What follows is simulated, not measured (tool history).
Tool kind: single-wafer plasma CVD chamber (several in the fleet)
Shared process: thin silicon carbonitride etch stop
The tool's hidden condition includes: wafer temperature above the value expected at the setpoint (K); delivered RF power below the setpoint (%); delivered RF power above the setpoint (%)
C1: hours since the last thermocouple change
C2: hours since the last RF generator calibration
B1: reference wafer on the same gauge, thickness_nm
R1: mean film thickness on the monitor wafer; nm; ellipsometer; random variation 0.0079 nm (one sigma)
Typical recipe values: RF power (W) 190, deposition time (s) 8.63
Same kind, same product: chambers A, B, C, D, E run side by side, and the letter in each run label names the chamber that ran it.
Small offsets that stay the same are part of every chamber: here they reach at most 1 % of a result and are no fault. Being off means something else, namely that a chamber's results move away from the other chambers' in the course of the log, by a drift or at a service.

run 1E day=0.471 | RF_power_(W)=190 deposition_time_(s)=8.63 | C1=566.4 C2=805.3 | B1=5.299 | R1=4.8446
run 2D day=0.779 | RF_power_(W)=190 deposition_time_(s)=8.63 | C1=310.3 C2=484.7 | B1=5.3015 | R1=4.8647
run 3B day=1.046 | RF_power_(W)=190 deposition_time_(s)=8.63 | C1=2643.4 C2=597 | B1=5.2981 | R1=4.8246
run 4C day=1.421 | RF_power_(W)=190 deposition_time_(s)=8.63 | C1=460.5 C2=1913.3 | B1=5.2963 | R1=4.8175
run 5A day=1.788 | RF_power_(W)=190 deposition_time_(s)=8.63 | C1=553.9 C2=2269.9 | B1=5.2956 | R1=4.8116
run 6D day=2.25 | RF_power_(W)=190 deposition_time_(s)=8.63 | C1=345.6 C2=520 | B1=5.2949 | R1=4.8532
run 7A day=2.808 | RF_power_(W)=190 deposition_time_(s)=8.63 | C1=578.4 C2=2294.4 | B1=5.2922 | R1=4.8022
run 8E day=3.104 | RF_power_(W)=190 deposition_time_(s)=8.63 | C1=629.6 C2=868.5 | B1=5.2905 | R1=4.8428
run 9B day=3.429 | RF_power_(W)=190 deposition_time_(s)=8.63 | C1=2700.6 C2=654.2 | B1=5.2925 | R1=4.8196
-- day=3.567 chamber A: RF generator calibrated
run 10C day=3.754 | RF_power_(W)=190 deposition_time_(s)=8.63 | C1=516.5 C2=1969.3 | B1=5.2921 | R1=4.8178
run 11A day=4.175 | RF_power_(W)=220 deposition_time_(s)=7.28 | C1=611.2 C2=14.7 | B1=5.2901 | R1=4.2345
run 12E day=4.654 | RF_power_(W)=220 deposition_time_(s)=7.28 | C1=666.8 C2=905.7 | B1=5.289 | R1=4.2812
run 13D day=5.092 | RF_power_(W)=220 deposition_time_(s)=7.28 | C1=413.8 C2=588.2 | B1=5.2848 | R1=4.2915
run 14C day=5.467 | RF_power_(W)=220 deposition_time_(s)=7.28 | C1=557.6 C2=2010.4 | B1=5.2874 | R1=4.255
run 15B day=6 | RF_power_(W)=220 deposition_time_(s)=7.28 | C1=2762.3 C2=715.9 | B1=5.2837 | R1=4.2415
run 16E day=6.258 | RF_power_(W)=190 deposition_time_(s)=8.63 | C1=705.3 C2=944.2 | B1=5.2833 | R1=4.8347
run 17C day=6.525 | RF_power_(W)=190 deposition_time_(s)=8.63 | C1=583 C2=2035.8 | B1=5.2839 | R1=4.8119
run 18B day=7.058 | RF_power_(W)=190 deposition_time_(s)=8.63 | C1=2787.7 C2=741.3 | B1=5.2832 | R1=4.8096
run 19D day=7.592 | RF_power_(W)=190 deposition_time_(s)=8.63 | C1=473.8 C2=648.2 | B1=5.2813 | R1=4.8599
-- day=8.029 chamber B: thermocouple changed; heater temperature recalibrated
run 20A day=8.079 | RF_power_(W)=190 deposition_time_(s)=8.63 | C1=704.9 C2=108.4 | B1=5.2793 | R1=4.7902
run 21C day=8.425 | RF_power_(W)=190 deposition_time_(s)=8.63 | C1=628.6 C2=2081.4 | B1=5.2781 | R1=4.7991
run 22E day=8.688 | RF_power_(W)=175 deposition_time_(s)=10.05 | C1=763.6 C2=1002.5 | B1=5.2777 | R1=5.4794
run 23D day=9.092 | RF_power_(W)=175 deposition_time_(s)=10.05 | C1=509.8 C2=684.2 | B1=5.2762 | R1=5.5149
run 24A day=9.529 | RF_power_(W)=175 deposition_time_(s)=10.05 | C1=739.7 C2=143.2 | B1=5.2744 | R1=5.4451
-- day=9.55 chamber B: RF generator calibrated
run 25B day=9.833 | RF_power_(W)=175 deposition_time_(s)=10.05 | C1=43.3 C2=6.9 | B1=5.2731 | R1=5.4565
run 26C day=10.258 | RF_power_(W)=175 deposition_time_(s)=10.05 | C1=672.6 C2=2125.4 | B1=5.2749 | R1=5.4468
run 27D day=10.6 | RF_power_(W)=190 deposition_time_(s)=8.63 | C1=546 C2=720.4 | B1=5.2726 | R1=4.8432
run 28A day=11.088 | RF_power_(W)=190 deposition_time_(s)=8.63 | C1=777.1 C2=180.6 | B1=5.272 | R1=4.7894
run 29E day=11.492 | RF_power_(W)=190 deposition_time_(s)=8.63 | C1=830.9 C2=1069.8 | B1=5.2701 | R1=4.8239
run 30B day=11.962 | RF_power_(W)=190 deposition_time_(s)=8.63 | C1=94.4 C2=58 | B1=5.2677 | R1=4.8111
run 31B day=12.479 | RF_power_(W)=190 deposition_time_(s)=8.63 | C1=106.8 C2=70.4 | B1=5.2683 | R1=4.7895
run 32E day=12.988 | RF_power_(W)=190 deposition_time_(s)=8.63 | C1=866.8 C2=1105.7 | B1=5.2688 | R1=4.8304
run 33C day=13.321 | RF_power_(W)=160 deposition_time_(s)=7.47 | C1=746.1 C2=2198.9 | B1=5.2665 | R1=3.9379
run 34D day=13.588 | RF_power_(W)=160 deposition_time_(s)=7.47 | C1=617.7 C2=792.1 | B1=5.267 | R1=3.9892

For the next run the whole fleet of 5 chambers uses the same settings. Give each chamber's results:
run 35A day=13.992 | RF_power_(W)=190 deposition_time_(s)=8.63 | R1=?
run 35B day=13.992 | RF_power_(W)=190 deposition_time_(s)=8.63 | R1=?
run 35C day=13.992 | RF_power_(W)=190 deposition_time_(s)=8.63 | R1=?
run 35D day=13.992 | RF_power_(W)=190 deposition_time_(s)=8.63 | R1=?
run 35E day=13.992 | RF_power_(W)=190 deposition_time_(s)=8.63 | R1=?

run=35A R1=4.7923
run=35B R1=4.7951
run=35C R1=4.7904
run=35D R1=4.8422
run=35E R1=4.8305
